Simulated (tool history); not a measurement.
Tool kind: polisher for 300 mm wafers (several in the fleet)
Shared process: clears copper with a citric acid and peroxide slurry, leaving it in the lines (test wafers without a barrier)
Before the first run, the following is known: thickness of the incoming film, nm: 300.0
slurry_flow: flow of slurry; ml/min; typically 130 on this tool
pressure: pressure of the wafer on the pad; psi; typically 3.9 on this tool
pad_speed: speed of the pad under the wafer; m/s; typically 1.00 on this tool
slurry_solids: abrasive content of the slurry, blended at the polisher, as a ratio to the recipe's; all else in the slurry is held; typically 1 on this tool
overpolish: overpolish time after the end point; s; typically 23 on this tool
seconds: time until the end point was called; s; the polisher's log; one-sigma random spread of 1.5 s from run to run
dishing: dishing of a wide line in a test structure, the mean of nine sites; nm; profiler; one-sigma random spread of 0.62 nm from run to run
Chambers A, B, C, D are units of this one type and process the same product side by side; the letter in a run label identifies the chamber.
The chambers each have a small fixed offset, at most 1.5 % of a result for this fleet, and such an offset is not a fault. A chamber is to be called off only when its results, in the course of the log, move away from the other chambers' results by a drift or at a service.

run   hour  slurry_flow  pressure  pad_speed  slurry_solids  overpolish  seconds  dishing
       3.9  -- chamber D: worn pad replaced by a new one
 1B    6.0          130       3.9       1.00              1          23  104.790   43.805
 2D   13.7          130       3.9       1.00              1          23  107.460   44.887
 3C   19.3          130       3.9       1.00              1          23  104.720   44.209
      21.3  -- chamber A: worn pad replaced by a new one
 4A   23.8          130       3.9       1.00              1          23  104.970   44.223
 5B   29.0          130       3.9       1.00              1          23  106.540   44.063
 6A   37.1          130       3.9       1.00              1          23  108.190   43.641
 7D   45.3          130       3.9       1.18              1          29   91.329   60.466
 8C   50.0          130       3.9       1.18              1          29   91.382   61.338
 9A   58.1          130       3.9       1.18              1          29   88.384   61.117
      63.4  -- chamber B: worn pad replaced by a new one
10B   65.2          130       3.9       1.18              1          29   89.908   58.820
11C   71.9          130       3.9       1.00              1          23  108.030   43.183
12D   76.1          130       3.9       1.00              1          23  104.540   44.518
      81.5  -- chamber C: slurry nozzle cleaned
13C   83.1          130       3.9       1.00              1          23  104.800   43.845
14A   89.0          130       3.9       1.00              1          23  106.970   44.965
15B   93.1          130       3.9       1.00              1          23  104.490   43.061
      93.4  -- chamber B: slurry nozzle cleaned
      94.8  -- chamber C: head pressure recalibrated
      97.1  -- chamber D: slurry blender recalibrated
16D   97.3          130       3.9       1.00              1          23  103.510   43.282
17D  101.4          130       3.9       1.00              1          23  107.520   44.659
18C  108.4          130       3.9       1.00              1          23  110.890   42.961
     113.6  -- chamber D: worn pad replaced by a new one
19B  116.1          130       3.9       1.00              1          23  106.760   43.432
20A  121.9          130       3.9       1.00              1          23  108.510   42.852
21C  128.7          130       3.9       1.00              1          23  112.570   41.952
22D  136.7          130       3.9       1.00              1          23  105.140   44.828
23A  145.0          130       3.9       1.00              1          23  103.010   43.182
24B  149.9          130       5.2       1.20              1          23   66.317   64.365
25D  154.1          130       5.2       1.20              1          23   67.919   64.649
26B  158.1          130       5.2       1.20              1          23   66.948   62.546
27A  161.8          130       5.2       1.20              1          23   65.262   63.611
28C  166.0          130       3.9       1.00              1          23  114.190   42.435
29C  173.9          130       3.9       1.00              1          32  113.150   52.524
30D  181.6          130       3.9       1.00              1          32  105.370   58.141

Next, all 4 chambers run the settings below, one line each with question marks for the results. What does each chamber give?
31A  187.5          130       4.7       1.00              1          23        ?        ?
31B  187.5          130       4.7       1.00              1          23        ?        ?
31C  187.5          130       4.7       1.00              1          23        ?        ?
31D  187.5          130       4.7       1.00              1          23        ?        ?

run  seconds  dishing
31A   87.964   52.141
31B   89.006   49.982
31C   99.623   47.163
31D   88.940   51.640
